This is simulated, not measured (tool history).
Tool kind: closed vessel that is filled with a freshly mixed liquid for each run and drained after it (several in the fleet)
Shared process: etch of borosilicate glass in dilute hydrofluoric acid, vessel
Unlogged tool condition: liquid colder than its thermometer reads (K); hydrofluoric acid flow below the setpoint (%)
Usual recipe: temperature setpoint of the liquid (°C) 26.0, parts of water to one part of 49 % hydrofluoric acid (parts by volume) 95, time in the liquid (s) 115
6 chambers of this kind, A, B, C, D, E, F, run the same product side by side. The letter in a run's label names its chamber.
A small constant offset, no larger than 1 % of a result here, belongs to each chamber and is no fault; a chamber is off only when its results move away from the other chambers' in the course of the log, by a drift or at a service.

run	day	temperature setpoint of the liquid (°C)	parts of water to one part of 49 % hydrofluoric acid (parts by volume)	time in the liquid (s)	hours since the thermometer was replaced	hours since the hydrofluoric acid flow meter was replaced	read-back film thickness of the borosilicate glass reference wafer, read on the same gauge (nm)	thickness taken off the borosilicate glass on a monitor wafer (Å)
1D	0.504	26.0	95	115	1906.5	258.0	130.02	521.64
# day 0.633: chamber C: hydrofluoric acid flow meter replaced
2F	0.800	26.0	95	115	711.6	547.0	129.98	520.93
3B	1.162	26.0	95	115	2556.2	779.4	129.99	516.30
4E	1.671	26.0	95	115	2420.1	505.4	130.00	521.81
5C	2.188	26.0	95	115	1531.8	37.4	130.00	527.62
6A	2.462	26.0	95	115	887.0	418.0	130.03	524.03
7C	2.788	26.0	95	115	1546.2	51.8	130.03	518.95
# day 3.096: chamber E: thermometer replaced
8F	3.196	26.0	95	115	769.1	604.5	130.00	527.91
9D	3.600	26.0	95	115	1980.8	332.3	129.97	514.11
10B	4.092	26.0	95	175	2626.5	849.7	129.99	781.57
11E	4.621	26.0	95	175	36.6	576.2	129.99	798.69
12A	4.942	26.0	95	175	946.5	477.5	129.97	813.58
13A	5.258	26.0	95	175	954.1	485.1	130.01	804.48
14D	5.729	26.0	95	175	2031.9	383.4	129.97	795.04
15F	6.092	26.0	95	175	838.6	674.0	129.97	797.27
# day 6.458: chamber A: hydrofluoric acid flow meter replaced
16B	6.521	26.0	95	115	2684.8	908.0	129.99	525.64
17C	6.917	26.0	95	115	1645.3	150.9	130.01	519.26
18E	7.204	26.0	95	115	98.6	638.2	130.02	523.43
19C	7.692	26.0	95	115	1663.9	169.5	129.96	508.85
20D	8.054	26.0	95	115	2087.7	439.2	129.97	522.36
21A	8.521	26.0	95	115	1032.4	49.6	130.00	522.99
22B	9.029	21.5	95	160	2745.0	968.2	129.98	596.61
23F	9.304	21.5	95	160	915.7	751.1	130.00	608.05
24E	9.562	21.5	95	160	155.2	694.8	130.03	612.77
25F	9.983	21.5	95	160	932.0	767.4	130.00	609.28
# day 10.062: chamber B: thermometer replaced
26A	10.454	21.5	95	160	1078.8	96.0	130.01	613.71
# day 10.954: chamber E: hydrofluoric acid flow meter replaced
27D	11.004	21.5	95	160	2158.5	510.0	129.99	598.93
28C	11.425	26.0	130	185	1753.5	259.1	129.99	558.37
29B	11.862	26.0	130	185	43.2	1036.2	129.99	581.52
30E	12.354	26.0	130	185	222.2	33.6	130.01	584.96
31C	12.717	26.0	130	185	1784.5	290.1	130.02	547.40
32D	13.067	26.0	130	185	2208.0	559.5	130.03	583.92
33B	13.517	26.0	130	185	82.9	1075.9	129.99	588.55
# day 13.838: chamber D: hydrofluoric acid flow meter replaced
34E	14.100	29.5	95	115	264.1	75.5	129.99	593.19
35A	14.608	29.5	95	115	1178.5	195.7	130.00	598.66
36F	14.950	29.5	95	115	1051.2	886.6	130.02	602.30
37D	15.300	29.5	95	115	2261.6	35.2	130.00	594.00
38F	15.792	29.5	95	115	1071.4	906.8	129.99	607.47
39E	16.250	29.5	95	115	315.7	127.1	129.99	608.06

Predict what each chamber gives when all 6 of them run the settings below next.
40A	16.667	26.0	45	115				?
40B	16.667	26.0	45	115				?
40C	16.667	26.0	45	115				?
40D	16.667	26.0	45	115				?
40E	16.667	26.0	45	115				?
40F	16.667	26.0	45	115				?

run	thickness taken off the borosilicate glass on a monitor wafer (Å)
40A	1179.40
40B	1173.50
40C	1047.60
40D	1194.70
40E	1208.30
40F	1163.90
